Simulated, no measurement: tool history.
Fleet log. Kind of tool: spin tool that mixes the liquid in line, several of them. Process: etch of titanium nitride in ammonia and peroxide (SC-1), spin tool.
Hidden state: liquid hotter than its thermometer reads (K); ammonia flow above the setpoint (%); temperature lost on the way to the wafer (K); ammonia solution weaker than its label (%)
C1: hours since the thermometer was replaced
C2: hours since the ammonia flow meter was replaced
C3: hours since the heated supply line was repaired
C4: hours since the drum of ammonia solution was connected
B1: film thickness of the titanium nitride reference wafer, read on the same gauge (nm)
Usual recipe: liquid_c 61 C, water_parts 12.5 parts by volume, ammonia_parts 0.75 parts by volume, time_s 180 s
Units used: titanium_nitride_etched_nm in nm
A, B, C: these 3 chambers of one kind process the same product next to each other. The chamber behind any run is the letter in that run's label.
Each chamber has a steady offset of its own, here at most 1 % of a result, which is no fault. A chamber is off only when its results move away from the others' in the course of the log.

{"run": "1B", "day": 0.262, "liquid_c": 61, "water_parts": 12.5, "ammonia_parts": 0.75, "time_s": 180, "C1": 1246.9, "C2": 1221.1, "C3": 1951, "C4": 16, "B1": 149.96, "titanium_nitride_etched_nm": 24.156}
{"run": "2A", "day": 0.4, "liquid_c": 61, "water_parts": 12.5, "ammonia_parts": 0.75, "time_s": 180, "C1": 366.8, "C2": 200.4, "C3": 431.3, "C4": 68.4, "B1": 149.99, "titanium_nitride_etched_nm": 24.254}
{"run": "3C", "day": 0.529, "liquid_c": 61, "water_parts": 12.5, "ammonia_parts": 0.75, "time_s": 180, "C1": 643.5, "C2": 198.4, "C3": 325.2, "C4": 642.6, "B1": 149.98, "titanium_nitride_etched_nm": 24.492}
{"run": "4B", "day": 0.671, "liquid_c": 61, "water_parts": 12.5, "ammonia_parts": 0.75, "time_s": 180, "C1": 1256.7, "C2": 1230.9, "C3": 1960.8, "C4": 25.8, "B1": 150, "titanium_nitride_etched_nm": 23.937}
{"run": "5A", "day": 0.933, "liquid_c": 61, "water_parts": 12.5, "ammonia_parts": 0.75, "time_s": 180, "C1": 379.6, "C2": 213.2, "C3": 444.1, "C4": 81.2, "B1": 149.98, "titanium_nitride_etched_nm": 23.964}
{"run": "6C", "day": 1.079, "liquid_c": 61, "water_parts": 12.5, "ammonia_parts": 0.75, "time_s": 265, "C1": 656.7, "C2": 211.6, "C3": 338.4, "C4": 655.8, "B1": 149.98, "titanium_nitride_etched_nm": 35.546}
{"run": "7A", "day": 1.242, "liquid_c": 61, "water_parts": 12.5, "ammonia_parts": 0.75, "time_s": 265, "C1": 387, "C2": 220.6, "C3": 451.5, "C4": 88.6, "B1": 150, "titanium_nitride_etched_nm": 35.459}
{"run": "8C", "day": 1.496, "liquid_c": 61, "water_parts": 12.5, "ammonia_parts": 0.75, "time_s": 265, "C1": 666.7, "C2": 221.6, "C3": 348.4, "C4": 665.8, "B1": 149.99, "titanium_nitride_etched_nm": 35.836}
{"run": "9B", "day": 1.654, "liquid_c": 61, "water_parts": 12.5, "ammonia_parts": 0.75, "time_s": 180, "C1": 1280.3, "C2": 1254.5, "C3": 1984.4, "C4": 49.4, "B1": 149.99, "titanium_nitride_etched_nm": 24.1}
{"run": "10A", "day": 1.862, "liquid_c": 61, "water_parts": 18, "ammonia_parts": 0.75, "time_s": 95, "C1": 401.9, "C2": 235.5, "C3": 466.4, "C4": 103.5, "B1": 150.03, "titanium_nitride_etched_nm": 10.387}
{"run": "11C", "day": 1.996, "liquid_c": 61, "water_parts": 18, "ammonia_parts": 0.75, "time_s": 95, "C1": 678.7, "C2": 233.6, "C3": 360.4, "C4": 677.8, "B1": 150.03, "titanium_nitride_etched_nm": 10.572}
{"run": "12B", "day": 2.242, "liquid_c": 61, "water_parts": 18, "ammonia_parts": 0.75, "time_s": 95, "C1": 1294.4, "C2": 1268.6, "C3": 1998.5, "C4": 63.5, "B1": 149.99, "titanium_nitride_etched_nm": 10.354}
{"run": "13B", "day": 2.488, "liquid_c": 61, "water_parts": 12.5, "ammonia_parts": 0.75, "time_s": 180, "C1": 1300.3, "C2": 1274.5, "C3": 2004.4, "C4": 69.4, "B1": 149.99, "titanium_nitride_etched_nm": 23.944}
{"run": "14A", "day": 2.758, "liquid_c": 61, "water_parts": 12.5, "ammonia_parts": 0.75, "time_s": 75, "C1": 423.4, "C2": 257, "C3": 487.9, "C4": 125, "B1": 150.05, "titanium_nitride_etched_nm": 10.018}
{"run": "15C", "day": 3.004, "liquid_c": 61, "water_parts": 12.5, "ammonia_parts": 0.75, "time_s": 75, "C1": 702.9, "C2": 257.8, "C3": 384.6, "C4": 702, "B1": 150.03, "titanium_nitride_etched_nm": 10.035}
{"run": "16B", "day": 3.125, "liquid_c": 61, "water_parts": 12.5, "ammonia_parts": 0.75, "time_s": 75, "C1": 1315.6, "C2": 1289.8, "C3": 2019.7, "C4": 84.7, "B1": 150.04, "titanium_nitride_etched_nm": 9.93}
{"run": "17C", "day": 3.367, "liquid_c": 61, "water_parts": 12.5, "ammonia_parts": 0.75, "time_s": 180, "C1": 711.6, "C2": 266.5, "C3": 393.3, "C4": 710.7, "B1": 150.02, "titanium_nitride_etched_nm": 24.479}
{"run": "18A", "day": 3.508, "liquid_c": 61, "water_parts": 12.5, "ammonia_parts": 0.75, "time_s": 180, "C1": 441.4, "C2": 275, "C3": 505.9, "C4": 143, "B1": 150.01, "titanium_nitride_etched_nm": 24.159}
{"run": "19A", "day": 3.683, "liquid_c": 61, "water_parts": 12.5, "ammonia_parts": 0.75, "time_s": 180, "C1": 445.6, "C2": 279.2, "C3": 510.1, "C4": 147.2, "B1": 149.98, "titanium_nitride_etched_nm": 24.284}
{"run": "20C", "day": 3.817, "liquid_c": 61, "water_parts": 12.5, "ammonia_parts": 0.75, "time_s": 180, "C1": 722.4, "C2": 277.3, "C3": 404.1, "C4": 721.5, "B1": 150.02, "titanium_nitride_etched_nm": 24.404}
{"run": "21B", "day": 4.058, "liquid_c": 61, "water_parts": 12.5, "ammonia_parts": 0.75, "time_s": 180, "C1": 1338, "C2": 1312.2, "C3": 2042.1, "C4": 107.1, "B1": 150.01, "titanium_nitride_etched_nm": 23.924}
{"run": "22B", "day": 4.238, "liquid_c": 61, "water_parts": 12.5, "ammonia_parts": 0.75, "time_s": 180, "C1": 1342.3, "C2": 1316.5, "C3": 2046.4, "C4": 111.4, "B1": 149.98, "titanium_nitride_etched_nm": 23.873}
{"run": "23A", "day": 4.408, "liquid_c": 61, "water_parts": 12.5, "ammonia_parts": 0.75, "time_s": 180, "C1": 463, "C2": 296.6, "C3": 527.5, "C4": 164.6, "B1": 150.01, "titanium_nitride_etched_nm": 24.29}
{"run": "24C", "day": 4.608, "liquid_c": 61, "water_parts": 12.5, "ammonia_parts": 0.75, "time_s": 180, "C1": 741.4, "C2": 296.3, "C3": 423.1, "C4": 740.5, "B1": 150.01, "titanium_nitride_etched_nm": 24.391}
{"run": "25B", "day": 4.758, "liquid_c": 61, "water_parts": 12.5, "ammonia_parts": 0.75, "time_s": 180, "C1": 1354.8, "C2": 1329, "C3": 2058.9, "C4": 123.9, "B1": 150.03, "titanium_nitride_etched_nm": 24.144}
{"run": "26C", "day": 4.95, "liquid_c": 61, "water_parts": 12.5, "ammonia_parts": 0.75, "time_s": 180, "C1": 749.6, "C2": 304.5, "C3": 431.3, "C4": 748.7, "B1": 149.97, "titanium_nitride_etched_nm": 24.3}
{"run": "27A", "day": 5.158, "liquid_c": 61, "water_parts": 12.5, "ammonia_parts": 0.75, "time_s": 180, "C1": 481, "C2": 314.6, "C3": 545.5, "C4": 182.6, "B1": 149.97, "titanium_nitride_etched_nm": 23.828}
{"day": 5.333, "done": "chamber C: new drum of ammonia solution connected"}
{"run": "28C", "day": 5.425, "liquid_c": 61, "water_parts": 12.5, "ammonia_parts": 0.45, "time_s": 265, "C1": 761, "C2": 315.9, "C3": 442.7, "C4": 2.2, "B1": 150.01, "titanium_nitride_etched_nm": 32.722}

All chambers now run identical settings, listed one chamber a line with results as question marks. What results will each chamber show?
{"run": "29A", "day": 5.621, "liquid_c": 61, "water_parts": 7.5, "ammonia_parts": 0.75, "time_s": 180, "titanium_nitride_etched_nm": "?"}
{"run": "29B", "day": 5.621, "liquid_c": 61, "water_parts": 7.5, "ammonia_parts": 0.75, "time_s": 180, "titanium_nitride_etched_nm": "?"}
{"run": "29C", "day": 5.621, "liquid_c": 61, "water_parts": 7.5, "ammonia_parts": 0.75, "time_s": 180, "titanium_nitride_etched_nm": "?"}

run=29A titanium_nitride_etched_nm=31.282
run=29B titanium_nitride_etched_nm=31.085
run=29C titanium_nitride_etched_nm=31.694
